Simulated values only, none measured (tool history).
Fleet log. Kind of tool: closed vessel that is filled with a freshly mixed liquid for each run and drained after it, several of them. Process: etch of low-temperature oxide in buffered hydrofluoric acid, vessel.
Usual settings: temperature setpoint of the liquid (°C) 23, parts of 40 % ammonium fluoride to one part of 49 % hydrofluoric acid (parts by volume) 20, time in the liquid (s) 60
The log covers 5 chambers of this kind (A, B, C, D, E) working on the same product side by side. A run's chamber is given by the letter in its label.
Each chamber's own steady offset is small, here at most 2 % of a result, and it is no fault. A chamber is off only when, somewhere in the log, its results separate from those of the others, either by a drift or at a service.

| run | hour | temperature setpoint of the liquid (°C) | parts of 40 % ammonium fluoride to one part of 49 % hydrofluoric acid (parts by volume) | time in the liquid (s) | hours since the thermometer was replaced | hours since the hydrofluoric acid flow meter was replaced | read-back film thickness of the low-temperature oxide reference wafer, read on the same gauge (nm) | thickness taken off the low-temperature oxide on a monitor wafer (nm) |
|---|---|---|---|---|---|---|---|---|
| 1B | 10.7 | 23 | 20 | 60 | 723.8 | 413 | 120 | 136.52 |
| 2C | 18.4 | 23 | 20 | 60 | 1729.4 | 293.1 | 119.97 | 133.56 |
| 3A | 29.1 | 23 | 20 | 60 | 994.3 | 156.9 | 120.03 | 136.71 |
| 4E | 37.6 | 23 | 20 | 60 | 96.7 | 457.4 | 120.01 | 136.01 |
| 5D | 43.4 | 23 | 20 | 60 | 298.2 | 465.1 | 119.98 | 135.84 |
| 6E | 50.1 | 23 | 20 | 60 | 109.2 | 469.9 | 120 | 137.79 |
| 7C | 58.7 | 23 | 20 | 60 | 1769.7 | 333.4 | 120.01 | 134.86 |
| 8B | 67.5 | 23 | 20 | 60 | 780.6 | 469.8 | 120.02 | 135.12 |
| 9A | 76.3 | 23 | 20 | 60 | 1041.5 | 204.1 | 119.97 | 136.44 |
| 10D | 84.1 | 23 | 20 | 60 | 338.9 | 505.8 | 119.99 | 136.96 |
| 11B | 94.5 | 23 | 20 | 60 | 807.6 | 496.8 | 120 | 135.6 |
| 12C | 100 | 23 | 20 | 60 | 1811 | 374.7 | 120.01 | 135.41 |
| 13E | 105.6 | 23 | 20 | 60 | 164.7 | 525.4 | 119.99 | 136.39 |
| 14D | 114.5 | 23 | 20 | 60 | 369.3 | 536.2 | 120.01 | 136.7 |
| 15A | 125.3 | 23 | 20 | 60 | 1090.5 | 253.1 | 120 | 135.64 |
| 16D | 131.4 | 23 | 20 | 60 | 386.2 | 553.1 | 120 | 139.18 |
| 17A | 136.8 | 23 | 20 | 60 | 1102 | 264.6 | 120.01 | 137.09 |
| 18C | 145.2 | 23 | 20 | 60 | 1856.2 | 419.9 | 120.05 | 134.59 |
| 19E | 152.5 | 23 | 20 | 60 | 211.6 | 572.3 | 120.03 | 134.93 |
| 20B | 162.7 | 23 | 12 | 60 | 875.8 | 565 | 120.01 | 224.76 |
| 21A | 167.8 | 23 | 12 | 60 | 1133 | 295.6 | 119.99 | 226.04 |
| 22E | 173.7 | 23 | 12 | 60 | 232.8 | 593.5 | 119.99 | 224.77 |
|  | 178.2 | chamber A: thermometer replaced |
| 23D | 178.8 | 23 | 12 | 60 | 433.6 | 600.5 | 120.03 | 225.84 |
| 24C | 188.3 | 23 | 12 | 60 | 1899.3 | 463 | 120 | 224.17 |
| 25B | 196 | 23 | 20 | 60 | 909.1 | 598.3 | 120.03 | 135.19 |
| 26C | 202.3 | 23 | 20 | 60 | 1913.3 | 477 | 119.99 | 133.62 |
| 27D | 211.1 | 23 | 20 | 60 | 465.9 | 632.8 | 119.99 | 137.96 |
| 28A | 217.5 | 23 | 20 | 60 | 39.4 | 345.3 | 119.99 | 137.56 |
| 29B | 222.1 | 23 | 20 | 60 | 935.2 | 624.4 | 120 | 135.55 |
| 30E | 231.7 | 23 | 20 | 60 | 290.8 | 651.5 | 120.05 | 135.54 |
| 31C | 240.6 | 23 | 20 | 60 | 1951.6 | 515.3 | 120.02 | 133.14 |
| 32B | 251.2 | 23 | 20 | 60 | 964.3 | 653.5 | 120.03 | 135.63 |
| 33A | 260.4 | 18.5 | 20 | 60 | 82.3 | 388.2 | 119.98 | 105.8 |
| 34D | 269.9 | 18.5 | 20 | 60 | 524.7 | 691.6 | 120.02 | 107.25 |
| 35E | 276 | 18.5 | 20 | 60 | 335.1 | 695.8 | 119.98 | 106.23 |
| 36C | 281 | 18.5 | 20 | 60 | 1992 | 555.7 | 119.99 | 104.2 |
| 37E | 289.1 | 18.5 | 20 | 60 | 348.2 | 708.9 | 120 | 105.19 |
| 38A | 298.5 | 23 | 20 | 60 | 120.4 | 426.3 | 120.02 | 135.78 |
| 39B | 307.3 | 23 | 20 | 60 | 1020.4 | 709.6 | 119.99 | 136.81 |
| 40D | 315.8 | 23 | 20 | 60 | 570.6 | 737.5 | 120.01 | 138.16 |
| 41D | 320.6 | 23 | 20 | 60 | 575.4 | 742.3 | 119.95 | 137.76 |
| 42E | 330.6 | 23 | 25 | 35 | 389.7 | 750.4 | 120 | 68.328 |

What goes on in this fleet: one chamber off, a drifting gauge, or nothing beyond the chambers' own small offsets? Name the chamber and the cause, if any.

No chamber is off and the gauge is stable; the differences are just each chamber's small, constant offset.
